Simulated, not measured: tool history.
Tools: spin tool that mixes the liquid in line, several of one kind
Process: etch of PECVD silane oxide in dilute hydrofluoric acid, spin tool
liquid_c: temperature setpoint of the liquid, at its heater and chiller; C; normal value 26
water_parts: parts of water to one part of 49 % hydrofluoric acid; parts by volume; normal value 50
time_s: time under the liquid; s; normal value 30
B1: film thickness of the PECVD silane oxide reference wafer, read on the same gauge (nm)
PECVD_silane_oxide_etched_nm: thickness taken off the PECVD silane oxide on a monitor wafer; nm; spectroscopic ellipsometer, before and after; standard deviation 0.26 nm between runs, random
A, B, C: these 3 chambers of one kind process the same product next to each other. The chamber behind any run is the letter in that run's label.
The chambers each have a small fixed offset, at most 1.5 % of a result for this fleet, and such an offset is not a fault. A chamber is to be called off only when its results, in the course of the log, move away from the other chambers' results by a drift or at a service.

Run 1A, hour 13.6: usual settings; B1 110.01. Result: PECVD_silane_oxide_etched_nm 34.009 nm.
Run 2B, hour 26: usual settings; B1 110.01. Result: PECVD_silane_oxide_etched_nm 33.856 nm.
Run 3C, hour 37.1: usual settings; B1 109.99. Result: PECVD_silane_oxide_etched_nm 34.728 nm.
Run 4A, hour 44.2: usual settings; B1 110.01. Result: PECVD_silane_oxide_etched_nm 33.84 nm.
Run 5C, hour 54.8: usual settings; B1 110. Result: PECVD_silane_oxide_etched_nm 34.242 nm.
Run 6B, hour 64.2: usual settings; B1 109.98. Result: PECVD_silane_oxide_etched_nm 33.729 nm.
Run 7C, hour 75.6: usual settings but liquid_c 28.5 C, water_parts 25 parts by volume; B1 110.01. Result: PECVD_silane_oxide_etched_nm 79.435 nm.
Run 8A, hour 87: usual settings but liquid_c 28.5 C, water_parts 25 parts by volume; B1 109.99. Result: PECVD_silane_oxide_etched_nm 77.888 nm.
Run 9B, hour 98.6: usual settings but liquid_c 28.5 C, water_parts 25 parts by volume; B1 109.98. Result: PECVD_silane_oxide_etched_nm 75.913 nm.
Run 10A, hour 113.2: usual settings; B1 109.99. Result: PECVD_silane_oxide_etched_nm 33.938 nm.
Run 11C, hour 128.2: usual settings; B1 109.99. Result: PECVD_silane_oxide_etched_nm 34.076 nm.
Run 12B, hour 141.5: usual settings; B1 109.98. Result: PECVD_silane_oxide_etched_nm 32.66 nm.
Run 13C, hour 157.4: usual settings; B1 110. Result: PECVD_silane_oxide_etched_nm 34.681 nm.
Run 14B, hour 172.1: usual settings; B1 110. Result: PECVD_silane_oxide_etched_nm 31.792 nm.
Run 15A, hour 179.7: usual settings; B1 110. Result: PECVD_silane_oxide_etched_nm 33.85 nm.
Run 16C, hour 190.9: usual settings; B1 109.99. Result: PECVD_silane_oxide_etched_nm 33.613 nm.
Run 17A, hour 204.4: usual settings; B1 109.99. Result: PECVD_silane_oxide_etched_nm 33.531 nm.
Run 18B, hour 219.8: usual settings; B1 110.02. Result: PECVD_silane_oxide_etched_nm 31.237 nm.
Run 19A, hour 229.1: usual settings but liquid_c 28.5 C, water_parts 60 parts by volume; B1 110.01. Result: PECVD_silane_oxide_etched_nm 30.467 nm.
Run 20C, hour 240.1: usual settings but liquid_c 28.5 C, water_parts 60 parts by volume; B1 109.99. Result: PECVD_silane_oxide_etched_nm 30.761 nm.

Each of the 3 chambers runs these same settings next. Fill in every chamber's results:
Run 21A, hour 251.5: usual settings but time_s 50 s. Result: PECVD_silane_oxide_etched_nm ?.
Run 21B, hour 251.5: usual settings but time_s 50 s. Result: PECVD_silane_oxide_etched_nm ?.
Run 21C, hour 251.5: usual settings but time_s 50 s. Result: PECVD_silane_oxide_etched_nm ?.

run  PECVD_silane_oxide_etched_nm
21A                        56.173
21B                        50.642
21C                        57.051

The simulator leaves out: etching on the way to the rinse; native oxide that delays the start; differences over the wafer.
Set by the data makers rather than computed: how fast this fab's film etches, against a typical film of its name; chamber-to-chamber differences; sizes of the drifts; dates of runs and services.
